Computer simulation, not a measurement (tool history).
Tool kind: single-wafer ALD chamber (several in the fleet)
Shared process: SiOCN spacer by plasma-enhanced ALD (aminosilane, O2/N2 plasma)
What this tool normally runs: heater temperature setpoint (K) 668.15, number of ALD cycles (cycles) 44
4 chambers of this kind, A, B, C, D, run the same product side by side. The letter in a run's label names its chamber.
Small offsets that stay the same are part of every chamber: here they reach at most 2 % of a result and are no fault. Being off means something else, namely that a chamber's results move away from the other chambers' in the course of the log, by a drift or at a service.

run	day	heater temperature setpoint (K)	number of ALD cycles (cycles)	read-back reference wafer on the same gauge, thickness_nm	mean film thickness on the monitor wafer (angstrom)
1A	0.35	668.15	44	2.6291	26.623
2D	0.688	668.15	44	2.6309	26.529
3C	0.896	668.15	44	2.632	26.956
4B	1.262	668.15	44	2.6308	26.769
5C	1.483	668.15	44	2.6324	27.022
6A	1.675	668.15	44	2.6333	26.582
7B	2.042	668.15	44	2.6338	26.804
8D	2.362	668.15	44	2.6341	26.622
9B	2.675	668.15	44	2.6351	26.799
10A	2.988	668.15	44	2.6343	26.728
11D	3.308	668.15	39	2.635	23.645
12C	3.579	668.15	39	2.6366	24.001
13D	3.779	668.15	39	2.6349	23.595
14B	4.117	668.15	39	2.6349	23.778
15C	4.421	668.15	44	2.6356	27.014
16A	4.629	668.15	44	2.6358	26.751
17A	4.921	668.15	44	2.6371	26.771
18D	5.283	668.15	44	2.638	26.648
19C	5.612	668.15	44	2.6382	27.094
20B	5.812	660.15	37	2.6389	22.546
21B	6.1	660.15	37	2.639	22.503
22D	6.367	660.15	37	2.6381	22.388
23C	6.729	660.15	37	2.6401	22.789
24A	6.996	668.15	44	2.6408	26.785
25D	7.367	668.15	44	2.6406	26.653
26B	7.612	668.15	44	2.6413	26.798
27C	7.854	668.15	44	2.6408	27.016
28A	8.075	668.15	44	2.64	26.826
29D	8.304	668.15	44	2.6424	26.658
30A	8.567	668.15	44	2.6425	26.777
31B	8.95	668.15	44	2.6425	26.905
32C	9.217	668.15	44	2.6429	27.148
33D	9.404	668.15	44	2.6435	26.66
34C	9.579	668.15	44	2.6428	27.141
35A	9.954	668.15	44	2.6436	26.778
36B	10.258	668.15	44	2.6437	26.945
37B	10.462	668.15	44	2.644	26.91
38A	10.779	668.15	44	2.6444	26.788
39D	11.021	668.15	44	2.6458	26.776
40C	11.308	657.15	44	2.6458	27.126
41D	11.6	657.15	44	2.6475	26.716
42A	11.825	657.15	44	2.6476	26.806
43C	12.038	657.15	44	2.6467	27.068
44B	12.204	668.15	44	2.6485	26.899

Is one chamber out of step, is the gauge drifting, or do the chambers differ by no more than their own small offsets? For an off chamber, give its letter and the likeliest cause.

Every chamber seems to shift together because the gauge that measures them all drifts; the chambers themselves are fine.
What lies behind it: gauge reads high (%) = 0.676.
